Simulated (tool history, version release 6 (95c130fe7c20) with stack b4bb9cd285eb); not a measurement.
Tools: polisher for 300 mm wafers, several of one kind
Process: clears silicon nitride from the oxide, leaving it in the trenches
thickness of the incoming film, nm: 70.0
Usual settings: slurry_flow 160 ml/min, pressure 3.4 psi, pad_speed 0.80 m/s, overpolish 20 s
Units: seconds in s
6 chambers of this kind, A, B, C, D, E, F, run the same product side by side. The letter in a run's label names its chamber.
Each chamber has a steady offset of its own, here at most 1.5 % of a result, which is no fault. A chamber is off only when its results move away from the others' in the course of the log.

run	hour	slurry_flow	pressure	pad_speed	overpolish	seconds
1A	5.3	160	3.4	0.80	20	68.369
2B	9.4	160	3.4	0.80	20	67.708
3D	13.0	160	3.4	0.80	20	66.339
# hour 13.6: chamber A: worn pad replaced by a new one
4C	17.6	160	3.4	0.80	20	68.558
5F	21.0	105	3.4	0.80	20	73.437
# hour 22.9: chamber B: head pressure recalibrated
6E	26.0	105	3.4	0.80	20	73.400
7F	31.1	105	3.4	0.80	20	73.357
# hour 32.4: chamber C: worn pad replaced by a new one
8C	34.1	105	3.4	0.80	20	73.395
9D	38.8	105	3.4	0.80	20	72.192
10E	44.0	105	3.4	0.80	20	74.262
11B	49.3	160	3.4	0.80	20	67.090
12A	53.0	160	3.4	0.62	20	86.345
# hour 56.3: chamber D: worn pad replaced by a new one
13F	56.7	160	3.4	0.62	20	88.759
# hour 61.3: chamber F: worn pad replaced by a new one
14B	62.8	160	3.4	0.62	20	87.571
# hour 62.9: chamber B: worn pad replaced by a new one
15C	68.5	160	3.4	0.62	20	87.894
# hour 72.4: chamber E: worn pad replaced by a new one
16A	74.5	160	3.4	0.62	20	85.117
17D	80.6	160	3.4	0.62	20	85.193
# hour 84.2: chamber B: slurry nozzle cleaned
18E	86.6	160	3.4	0.80	20	67.168
19A	90.7	180	4.3	0.80	20	52.472
20B	96.3	180	4.3	0.80	20	52.910
21E	101.8	180	4.3	0.80	20	51.574
# hour 102.2: chamber A: worn pad replaced by a new one
22F	107.3	180	4.3	0.80	20	52.546
# hour 108.3: chamber A: head pressure recalibrated
23D	112.9	180	4.3	0.80	20	52.250
24C	118.8	180	4.3	0.80	20	52.905
25F	121.7	160	3.4	0.80	20	66.688
26C	125.5	160	3.4	0.80	20	67.340
27A	129.8	160	3.4	0.80	20	74.133
28E	135.6	160	3.4	0.80	20	67.207
# hour 136.9: chamber D: worn pad replaced by a new one
29B	139.5	160	3.4	0.80	20	68.691
30D	145.7	160	3.4	0.80	20	65.824
31E	150.2	160	3.4	0.80	20	68.419
# hour 150.5: chamber C: worn pad replaced by a new one
32C	154.2	160	3.4	0.80	20	67.277
33D	158.4	160	3.4	0.80	20	67.159
34F	162.2	110	4.3	0.80	20	57.855
35B	166.5	110	4.3	0.80	20	59.639
# hour 170.5: chamber E: worn pad replaced by a new one
36A	170.9	110	4.3	0.80	20	62.466
# hour 171.6: chamber B: worn pad replaced by a new one
# hour 174.8: chamber E: head pressure recalibrated
37A	176.9	110	4.3	0.80	20	62.411
38B	182.3	110	4.3	0.80	20	56.587
39C	185.1	110	4.3	0.80	20	57.632
40F	189.4	160	3.4	0.80	20	67.494
41D	194.6	160	3.4	0.80	20	66.740
42E	199.5	160	3.4	0.80	20	66.481
43E	203.2	160	3.4	0.80	20	65.268

What goes on in this fleet: one chamber off, a drifting gauge, or nothing beyond the chambers' own small offsets? Name the chamber and the cause, if any.

A service left chamber A off against the others.
Cause: head's pressure below its setpoint, % = 7.69.

Here are 4 candidates for chamber A's next run, each the usual settings with a change, their results left as question marks. Which one brings its results back in line with what the others give on the usual settings?
In line means no further than this from the other chambers' mean on the usual settings: seconds 2.700 s
44A-1	207.7	160	3.3	0.76	20	?
44A-2	207.7	160	3.4	0.82	20	?
44A-3	207.7	160	3.5	0.84	20	?
44A-4	207.7	160	3.4	0.78	20	?

The other chambers' mean on the usual settings: seconds 67.378 s
run	seconds
44A-1	79.385
44A-2	71.355
44A-3	67.632
44A-4	75.033
44A-3 brings the chamber back in line.

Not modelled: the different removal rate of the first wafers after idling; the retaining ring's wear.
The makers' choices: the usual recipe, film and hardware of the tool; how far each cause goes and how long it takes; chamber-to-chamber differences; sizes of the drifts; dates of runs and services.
